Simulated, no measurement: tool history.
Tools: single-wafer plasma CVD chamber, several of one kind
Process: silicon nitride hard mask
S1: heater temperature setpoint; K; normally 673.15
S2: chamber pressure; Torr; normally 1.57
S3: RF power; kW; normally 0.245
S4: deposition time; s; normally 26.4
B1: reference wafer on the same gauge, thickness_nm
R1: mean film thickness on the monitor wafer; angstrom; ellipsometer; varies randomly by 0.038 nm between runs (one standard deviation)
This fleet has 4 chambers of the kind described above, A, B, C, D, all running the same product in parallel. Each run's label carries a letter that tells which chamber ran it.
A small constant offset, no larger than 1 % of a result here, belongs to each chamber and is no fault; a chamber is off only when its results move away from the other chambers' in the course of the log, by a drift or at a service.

{"run": "1A", "hour": 8.5, "S1": 673.15, "S2": 1.57, "S3": 0.245, "S4": 26.4, "B1": 27.29, "R1": 263.35}
{"run": "2B", "hour": 18.3, "S1": 673.15, "S2": 1.57, "S3": 0.245, "S4": 26.4, "B1": 27.285, "R1": 261.56}
{"run": "3D", "hour": 28.2, "S1": 673.15, "S2": 1.57, "S3": 0.245, "S4": 26.4, "B1": 27.287, "R1": 260.68}
{"run": "4C", "hour": 38.3, "S1": 673.15, "S2": 1.57, "S3": 0.245, "S4": 26.4, "B1": 27.291, "R1": 261.0}
{"run": "5A", "hour": 48.3, "S1": 673.15, "S2": 1.57, "S3": 0.245, "S4": 26.4, "B1": 27.28, "R1": 263.24}
{"run": "6B", "hour": 59.0, "S1": 683.15, "S2": 1.57, "S3": 0.245, "S4": 26.4, "B1": 27.274, "R1": 260.17}
{"run": "7D", "hour": 64.5, "S1": 683.15, "S2": 1.57, "S3": 0.245, "S4": 26.4, "B1": 27.284, "R1": 259.43}
{"run": "8C", "hour": 73.9, "S1": 683.15, "S2": 1.57, "S3": 0.245, "S4": 26.4, "B1": 27.283, "R1": 260.31}
{"run": "9D", "hour": 82.4, "S1": 683.15, "S2": 1.57, "S3": 0.245, "S4": 26.4, "B1": 27.259, "R1": 259.15}
{"run": "10A", "hour": 89.5, "S1": 673.15, "S2": 1.57, "S3": 0.245, "S4": 26.4, "B1": 27.256, "R1": 264.09}
{"run": "11C", "hour": 95.9, "S1": 673.15, "S2": 1.57, "S3": 0.245, "S4": 26.4, "B1": 27.264, "R1": 261.37}
{"run": "12B", "hour": 107.4, "S1": 673.15, "S2": 1.57, "S3": 0.245, "S4": 26.4, "B1": 27.261, "R1": 261.64}
{"run": "13C", "hour": 112.9, "S1": 673.15, "S2": 1.57, "S3": 0.245, "S4": 26.4, "B1": 27.261, "R1": 260.88}
{"run": "14B", "hour": 124.4, "S1": 673.15, "S2": 1.57, "S3": 0.245, "S4": 26.4, "B1": 27.259, "R1": 260.93}
{"run": "15A", "hour": 129.9, "S1": 673.15, "S2": 1.57, "S3": 0.245, "S4": 26.4, "B1": 27.251, "R1": 263.15}
{"run": "16D", "hour": 142.0, "S1": 673.15, "S2": 1.57, "S3": 0.245, "S4": 26.4, "B1": 27.237, "R1": 260.35}
{"run": "17D", "hour": 147.4, "S1": 673.15, "S2": 1.57, "S3": 0.245, "S4": 26.4, "B1": 27.237, "R1": 259.81}
{"run": "18A", "hour": 159.0, "S1": 673.15, "S2": 1.57, "S3": 0.245, "S4": 26.4, "B1": 27.225, "R1": 262.39}
{"run": "19B", "hour": 169.0, "S1": 673.15, "S2": 1.57, "S3": 0.245, "S4": 26.4, "B1": 27.239, "R1": 261.74}
{"run": "20C", "hour": 178.1, "S1": 673.15, "S2": 1.57, "S3": 0.245, "S4": 26.4, "B1": 27.239, "R1": 260.56}
{"run": "21C", "hour": 189.0, "S1": 673.15, "S2": 1.57, "S3": 0.245, "S4": 26.4, "B1": 27.225, "R1": 259.63}
{"run": "22A", "hour": 195.5, "S1": 673.15, "S2": 1.57, "S3": 0.245, "S4": 22.5, "B1": 27.221, "R1": 223.94}
{"run": "23B", "hour": 202.2, "S1": 673.15, "S2": 1.57, "S3": 0.245, "S4": 22.5, "B1": 27.222, "R1": 222.82}
{"run": "24D", "hour": 211.8, "S1": 673.15, "S2": 1.57, "S3": 0.245, "S4": 22.5, "B1": 27.221, "R1": 220.93}
{"run": "25B", "hour": 221.7, "S1": 673.15, "S2": 1.57, "S3": 0.245, "S4": 22.5, "B1": 27.213, "R1": 222.45}
{"run": "26A", "hour": 229.5, "S1": 673.15, "S2": 1.57, "S3": 0.245, "S4": 26.4, "B1": 27.207, "R1": 262.56}
{"run": "27C", "hour": 239.9, "S1": 673.15, "S2": 1.57, "S3": 0.245, "S4": 26.4, "B1": 27.201, "R1": 260.06}
{"run": "28D", "hour": 250.7, "S1": 673.15, "S2": 1.57, "S3": 0.245, "S4": 26.4, "B1": 27.201, "R1": 259.54}
{"run": "29B", "hour": 260.1, "S1": 673.15, "S2": 1.57, "S3": 0.245, "S4": 26.4, "B1": 27.195, "R1": 260.69}
{"run": "30A", "hour": 271.2, "S1": 673.15, "S2": 1.57, "S3": 0.245, "S4": 26.4, "B1": 27.181, "R1": 263.02}
{"run": "31D", "hour": 280.3, "S1": 673.15, "S2": 1.57, "S3": 0.245, "S4": 26.4, "B1": 27.192, "R1": 258.52}
{"run": "32C", "hour": 290.5, "S1": 673.15, "S2": 1.57, "S3": 0.245, "S4": 26.4, "B1": 27.186, "R1": 259.8}
{"run": "33C", "hour": 302.7, "S1": 673.15, "S2": 1.57, "S3": 0.245, "S4": 26.4, "B1": 27.18, "R1": 260.6}
{"run": "34A", "hour": 308.7, "S1": 673.15, "S2": 1.57, "S3": 0.245, "S4": 26.4, "B1": 27.186, "R1": 262.67}
{"run": "35B", "hour": 319.0, "S1": 673.15, "S2": 1.57, "S3": 0.245, "S4": 26.4, "B1": 27.171, "R1": 260.97}
{"run": "36D", "hour": 326.2, "S1": 673.15, "S2": 1.57, "S3": 0.245, "S4": 26.4, "B1": 27.18, "R1": 259.28}
{"run": "37D", "hour": 338.2, "S1": 673.15, "S2": 1.57, "S3": 0.245, "S4": 26.4, "B1": 27.173, "R1": 259.49}
{"run": "38A", "hour": 350.3, "S1": 673.15, "S2": 1.57, "S3": 0.245, "S4": 26.4, "B1": 27.159, "R1": 262.04}
{"run": "39C", "hour": 360.4, "S1": 673.15, "S2": 1.57, "S3": 0.245, "S4": 26.4, "B1": 27.154, "R1": 259.54}
{"run": "40B", "hour": 369.5, "S1": 673.15, "S2": 1.57, "S3": 0.245, "S4": 26.4, "B1": 27.153, "R1": 260.07}
{"run": "41D", "hour": 381.4, "S1": 673.15, "S2": 1.57, "S3": 0.245, "S4": 26.4, "B1": 27.149, "R1": 259.22}
{"run": "42A", "hour": 392.9, "S1": 673.15, "S2": 1.57, "S3": 0.245, "S4": 26.4, "B1": 27.144, "R1": 261.32}

Read the log: is a single chamber off, either drifting away or since a service, is the gauge that measures every chamber drifting, or is nothing wrong beyond small per-chamber offsets? Name any odd chamber and what most likely caused it.

Gauge drift. The chambers move together only on paper, and none stands off.
Likeliest cause: gauge reads low (%) = 0.593.
